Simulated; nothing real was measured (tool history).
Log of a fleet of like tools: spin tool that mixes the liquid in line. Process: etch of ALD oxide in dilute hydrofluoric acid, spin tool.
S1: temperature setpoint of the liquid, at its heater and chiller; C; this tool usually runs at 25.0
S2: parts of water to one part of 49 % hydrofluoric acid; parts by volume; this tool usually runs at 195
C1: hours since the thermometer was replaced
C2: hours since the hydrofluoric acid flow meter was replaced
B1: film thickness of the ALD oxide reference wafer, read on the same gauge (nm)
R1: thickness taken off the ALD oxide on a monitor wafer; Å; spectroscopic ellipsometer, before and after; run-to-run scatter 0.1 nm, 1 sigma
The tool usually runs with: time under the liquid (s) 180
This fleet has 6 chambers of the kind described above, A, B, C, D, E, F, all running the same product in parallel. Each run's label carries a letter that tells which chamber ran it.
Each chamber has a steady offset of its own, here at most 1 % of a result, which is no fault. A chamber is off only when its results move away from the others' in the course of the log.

Run 1B, hour 6.6: usual settings; C1 441.5; C2 763.3; B1 130.00. Result: R1 104.830 Å.
At hour 9.7: chamber D: hydrofluoric acid flow meter replaced.
Run 2A, hour 14.3: usual settings; C1 1091.5; C2 350.9; B1 129.99. Result: R1 103.220 Å.
Run 3D, hour 20.5: usual settings; C1 1296.5; C2 10.8; B1 130.00. Result: R1 104.840 Å.
Run 4F, hour 25.9: usual settings; C1 2264.4; C2 764.7; B1 130.00. Result: R1 104.890 Å.
Run 5E, hour 32.1: usual settings; C1 557.1; C2 1622.0; B1 129.97. Result: R1 103.850 Å.
Run 6C, hour 36.5: usual settings but time under the liquid (s) 275; C1 1673.6; C2 616.3; B1 130.02. Result: R1 158.490 Å.
Run 7C, hour 44.8: usual settings but time under the liquid (s) 275; C1 1681.9; C2 624.6; B1 130.00. Result: R1 162.400 Å.
Run 8A, hour 51.3: usual settings but time under the liquid (s) 275; C1 1128.5; C2 387.9; B1 130.00. Result: R1 158.530 Å.
Run 9B, hour 56.1: usual settings but time under the liquid (s) 275; C1 491.0; C2 812.8; B1 130.03. Result: R1 160.920 Å.
Run 10D, hour 63.3: usual settings but time under the liquid (s) 275; C1 1339.3; C2 53.6; B1 129.99. Result: R1 160.470 Å.
Run 11F, hour 68.5: usual settings but time under the liquid (s) 275; C1 2307.0; C2 807.3; B1 130.01. Result: R1 160.720 Å.
Run 12E, hour 76.0: usual settings but time under the liquid (s) 280; C1 601.0; C2 1665.9; B1 129.97. Result: R1 163.900 Å.
Run 13D, hour 81.7: usual settings but time under the liquid (s) 280; C1 1357.7; C2 72.0; B1 130.00. Result: R1 162.550 Å.
Run 14C, hour 87.3: usual settings but time under the liquid (s) 280; C1 1724.4; C2 667.1; B1 130.00. Result: R1 167.180 Å.
Run 15A, hour 93.0: usual settings but time under the liquid (s) 280; C1 1170.2; C2 429.6; B1 129.98. Result: R1 162.080 Å.
Run 16F, hour 97.0: usual settings but time under the liquid (s) 280; C1 2335.5; C2 835.8; B1 129.99. Result: R1 164.720 Å.
Run 17E, hour 102.3: usual settings but time under the liquid (s) 280; C1 627.3; C2 1692.2; B1 130.01. Result: R1 163.610 Å.
Run 18B, hour 110.0: usual settings; C1 544.9; C2 866.7; B1 130.00. Result: R1 104.470 Å.
Run 19B, hour 119.1: usual settings; C1 554.0; C2 875.8; B1 130.01. Result: R1 103.060 Å.
Run 20A, hour 125.9: usual settings; C1 1203.1; C2 462.5; B1 130.00. Result: R1 102.630 Å.
Run 21D, hour 132.8: usual settings; C1 1408.8; C2 123.1; B1 129.99. Result: R1 105.460 Å.
Run 22E, hour 140.0: usual settings but S1 21.0 C, S2 235 parts by volume; C1 665.0; C2 1729.9; B1 130.01. Result: R1 71.221 Å.
Run 23F, hour 146.7: usual settings but S1 21.0 C, S2 235 parts by volume; C1 2385.2; C2 885.5; B1 130.00. Result: R1 72.359 Å.
At hour 148.6: chamber C: thermometer replaced.
Run 24C, hour 151.4: usual settings but S1 21.0 C, S2 235 parts by volume; C1 2.8; C2 731.2; B1 129.99. Result: R1 76.793 Å.
Run 25B, hour 159.9: usual settings but S1 21.0 C, S2 235 parts by volume; C1 594.8; C2 916.6; B1 129.97. Result: R1 71.555 Å.
Run 26C, hour 164.0: usual settings but S1 21.0 C, S2 235 parts by volume; C1 15.4; C2 743.8; B1 129.99. Result: R1 77.026 Å.
Run 27F, hour 171.2: usual settings but S1 21.0 C, S2 235 parts by volume; C1 2409.7; C2 910.0; B1 130.01. Result: R1 72.281 Å.
Run 28D, hour 179.5: usual settings; C1 1455.5; C2 169.8; B1 130.00. Result: R1 105.340 Å.
Run 29E, hour 184.9: usual settings; C1 709.9; C2 1774.8; B1 130.00. Result: R1 104.630 Å.
Run 30A, hour 192.7: usual settings; C1 1269.9; C2 529.3; B1 130.00. Result: R1 104.950 Å.
Run 31A, hour 199.0: usual settings; C1 1276.2; C2 535.6; B1 130.01. Result: R1 104.250 Å.
Run 32C, hour 205.6: usual settings; C1 57.0; C2 785.4; B1 130.03. Result: R1 115.730 Å.
Run 33E, hour 209.7: usual settings; C1 734.7; C2 1799.6; B1 130.01. Result: R1 105.110 Å.
Run 34D, hour 213.9: usual settings; C1 1489.9; C2 204.2; B1 130.00. Result: R1 106.220 Å.
Run 35F, hour 218.5: usual settings but S2 125 parts by volume, time under the liquid (s) 95; C1 2457.0; C2 957.3; B1 129.99. Result: R1 94.072 Å.
Run 36B, hour 222.9: usual settings but S2 125 parts by volume, time under the liquid (s) 95; C1 657.8; C2 979.6; B1 130.02. Result: R1 93.540 Å.
Run 37D, hour 229.5: usual settings but S2 125 parts by volume, time under the liquid (s) 95; C1 1505.5; C2 219.8; B1 130.00. Result: R1 94.506 Å.

Next, every chamber runs the same settings. What will each give?
Run 38A, hour 236.1: usual settings but S1 28.5 C. Result: R1 ?.
Run 38B, hour 236.1: usual settings but S1 28.5 C. Result: R1 ?.
Run 38C, hour 236.1: usual settings but S1 28.5 C. Result: R1 ?.
Run 38D, hour 236.1: usual settings but S1 28.5 C. Result: R1 ?.
Run 38E, hour 236.1: usual settings but S1 28.5 C. Result: R1 ?.
Run 38F, hour 236.1: usual settings but S1 28.5 C. Result: R1 ?.

run       R1
38A  118.130
38B  116.520
38C  132.420
38D  117.540
38E  119.920
38F  120.390
